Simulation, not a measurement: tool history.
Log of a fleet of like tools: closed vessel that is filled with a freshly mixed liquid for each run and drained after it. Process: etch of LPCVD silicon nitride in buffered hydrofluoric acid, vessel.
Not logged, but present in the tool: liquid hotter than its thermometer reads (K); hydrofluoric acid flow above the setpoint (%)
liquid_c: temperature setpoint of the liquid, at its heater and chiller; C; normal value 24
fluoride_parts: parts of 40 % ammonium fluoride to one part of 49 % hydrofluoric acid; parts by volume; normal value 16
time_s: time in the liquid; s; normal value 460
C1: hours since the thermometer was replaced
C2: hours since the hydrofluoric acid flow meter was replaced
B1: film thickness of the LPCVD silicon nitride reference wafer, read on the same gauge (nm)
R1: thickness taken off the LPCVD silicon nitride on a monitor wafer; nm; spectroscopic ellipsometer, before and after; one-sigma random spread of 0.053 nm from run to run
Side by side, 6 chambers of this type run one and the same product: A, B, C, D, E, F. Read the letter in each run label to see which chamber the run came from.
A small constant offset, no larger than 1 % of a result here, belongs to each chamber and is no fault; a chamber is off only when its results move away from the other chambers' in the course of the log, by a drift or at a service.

Run 1A, day 0.433: usual settings; C1 299.2; C2 835.4; B1 99.974. Result: R1 5.3092 nm.
Run 2F, day 0.812: usual settings; C1 112.1; C2 237.7; B1 99.979. Result: R1 5.2226 nm.
At day 1.217: chamber E: hydrofluoric acid flow meter replaced.
Run 3C, day 1.221: usual settings; C1 324.2; C2 1840.5; B1 100.07. Result: R1 5.3647 nm.
Run 4B, day 1.546: usual settings; C1 2780.5; C2 235.8; B1 100.02. Result: R1 5.2952 nm.
Run 5E, day 1.771: usual settings; C1 94.7; C2 13.3; B1 99.994. Result: R1 5.3284 nm.
At day 2.008: chamber A: hydrofluoric acid flow meter replaced.
Run 6D, day 2.196: usual settings; C1 271.5; C2 707.8; B1 99.953. Result: R1 5.3324 nm.
Run 7E, day 2.629: usual settings; C1 115.3; C2 33.9; B1 99.991. Result: R1 5.4089 nm.
Run 8B, day 3.058: usual settings; C1 2816.8; C2 272.1; B1 99.978. Result: R1 5.3083 nm.
Run 9F, day 3.346: usual settings but liquid_c 26.5 C, time_s 220 s; C1 172.9; C2 298.5; B1 99.989. Result: R1 2.8886 nm.
Run 10A, day 3.617: usual settings but liquid_c 26.5 C, time_s 220 s; C1 375.6; C2 38.7; B1 99.99. Result: R1 2.9789 nm.
Run 11C, day 4.008: usual settings but liquid_c 26.5 C, time_s 220 s; C1 391.1; C2 1907.4; B1 100.02. Result: R1 2.873 nm.
Run 12D, day 4.304: usual settings but liquid_c 26.5 C, time_s 220 s; C1 322.1; C2 758.4; B1 100. Result: R1 2.9346 nm.
Run 13A, day 4.558: usual settings but liquid_c 26.5 C, time_s 220 s; C1 398.2; C2 61.3; B1 99.998. Result: R1 2.8844 nm.
Run 14F, day 4.8: usual settings but liquid_c 26.5 C, time_s 220 s; C1 207.8; C2 333.4; B1 99.965. Result: R1 2.9592 nm.
Run 15D, day 5.183: usual settings; C1 343.2; C2 779.5; B1 99.971. Result: R1 5.3457 nm.
Run 16C, day 5.608: usual settings; C1 429.5; C2 1945.8; B1 100. Result: R1 5.399 nm.
Run 17B, day 5.921: usual settings; C1 2885.5; C2 340.8; B1 100.01. Result: R1 5.3234 nm.
Run 18E, day 6.242: usual settings; C1 202; C2 120.6; B1 99.986. Result: R1 5.2841 nm.
Run 19D, day 6.621: usual settings but fluoride_parts 21.5 parts by volume; C1 377.7; C2 814; B1 99.977. Result: R1 4.1963 nm.
Run 20C, day 7.033: usual settings but fluoride_parts 21.5 parts by volume; C1 463.7; C2 1980; B1 99.954. Result: R1 4.041 nm.
Run 21E, day 7.3: usual settings but fluoride_parts 21.5 parts by volume; C1 227.4; C2 146; B1 99.992. Result: R1 4.0434 nm.
Run 22B, day 7.708: usual settings but fluoride_parts 21.5 parts by volume; C1 2928.4; C2 383.7; B1 99.985. Result: R1 4.0961 nm.
Run 23F, day 8.017: usual settings but fluoride_parts 21.5 parts by volume; C1 285; C2 410.6; B1 100.02. Result: R1 3.964 nm.
Run 24A, day 8.338: usual settings but fluoride_parts 21.5 parts by volume; C1 488.9; C2 152; B1 99.998. Result: R1 4.1149 nm.
Run 25B, day 8.621: usual settings; C1 2950.3; C2 405.6; B1 100.02. Result: R1 5.3144 nm.
Run 26D, day 9.054: usual settings; C1 436.1; C2 872.4; B1 99.987. Result: R1 5.5335 nm.
Run 27F, day 9.488: usual settings; C1 320.3; C2 445.9; B1 99.99. Result: R1 5.2857 nm.
Run 28E, day 9.75: usual settings; C1 286.2; C2 204.8; B1 99.981. Result: R1 5.2571 nm.
Run 29C, day 10.138: usual settings; C1 538.2; C2 2054.5; B1 99.99. Result: R1 5.3077 nm.
Run 30A, day 10.412: usual settings; C1 538.7; C2 201.8; B1 100.01. Result: R1 5.4269 nm.
Run 31C, day 10.854: usual settings; C1 555.4; C2 2071.7; B1 100.01. Result: R1 5.3845 nm.
Run 32B, day 11.062: usual settings; C1 3008.9; C2 464.2; B1 100. Result: R1 5.3629 nm.
At day 11.238: chamber B: thermometer replaced.
Run 33D, day 11.492: usual settings; C1 494.6; C2 930.9; B1 100.04. Result: R1 5.8373 nm.
Run 34F, day 11.788: usual settings; C1 375.5; C2 501.1; B1 99.988. Result: R1 5.2918 nm.
Run 35A, day 12.046: usual settings but time_s 585 s; C1 577.9; C2 241; B1 99.995. Result: R1 6.7814 nm.
Run 36E, day 12.454: usual settings but time_s 585 s; C1 351.1; C2 269.7; B1 99.997. Result: R1 6.8078 nm.
Run 37F, day 12.754: usual settings but time_s 585 s; C1 398.7; C2 524.3; B1 100.01. Result: R1 6.7977 nm.
Run 38E, day 13.112: usual settings but time_s 585 s; C1 366.9; C2 285.5; B1 100.02. Result: R1 6.8097 nm.
Run 39B, day 13.471: usual settings but time_s 585 s; C1 53.6; C2 522; B1 99.985. Result: R1 6.8314 nm.

What goes on in this fleet: one chamber off, a drifting gauge, or nothing beyond the chambers' own small offsets? Name the chamber and the cause, if any.

It is chamber D that slowly wanders off from its peers.
What lies behind it: liquid hotter than its thermometer reads (K) = 2.23.
The log may not tell that from: hydrofluoric acid flow above the setpoint (%).

Below are 4 candidate recipes for chamber D's next run, each the usual settings with a change, their results shown as question marks. Which of them brings D's results back in line with what the other chambers give on the usual settings?
In line here means within this much of the mean the other chambers give on the usual settings: R1 0.19 nm
Run 40D-1, day 13.792: usual settings but liquid_c 24.5 C, fluoride_parts 15 parts by volume, time_s 535 s. Result: R1 ?.
Run 40D-2, day 13.792: usual settings but time_s 360 s. Result: R1 ?.
Run 40D-3, day 13.792: usual settings but liquid_c 23.5 C, fluoride_parts 16.5 parts by volume, time_s 430 s. Result: R1 ?.
Run 40D-4, day 13.792: usual settings but liquid_c 26 C. Result: R1 ?.

The other chambers' mean on the usual settings: R1 5.3337 nm
  run      R1
40D-1  7.6381
40D-2  4.6958
40D-3  5.2952
40D-4  6.6854
The answer is 40D-3, which returns the chamber to within the allowed miss of the others.
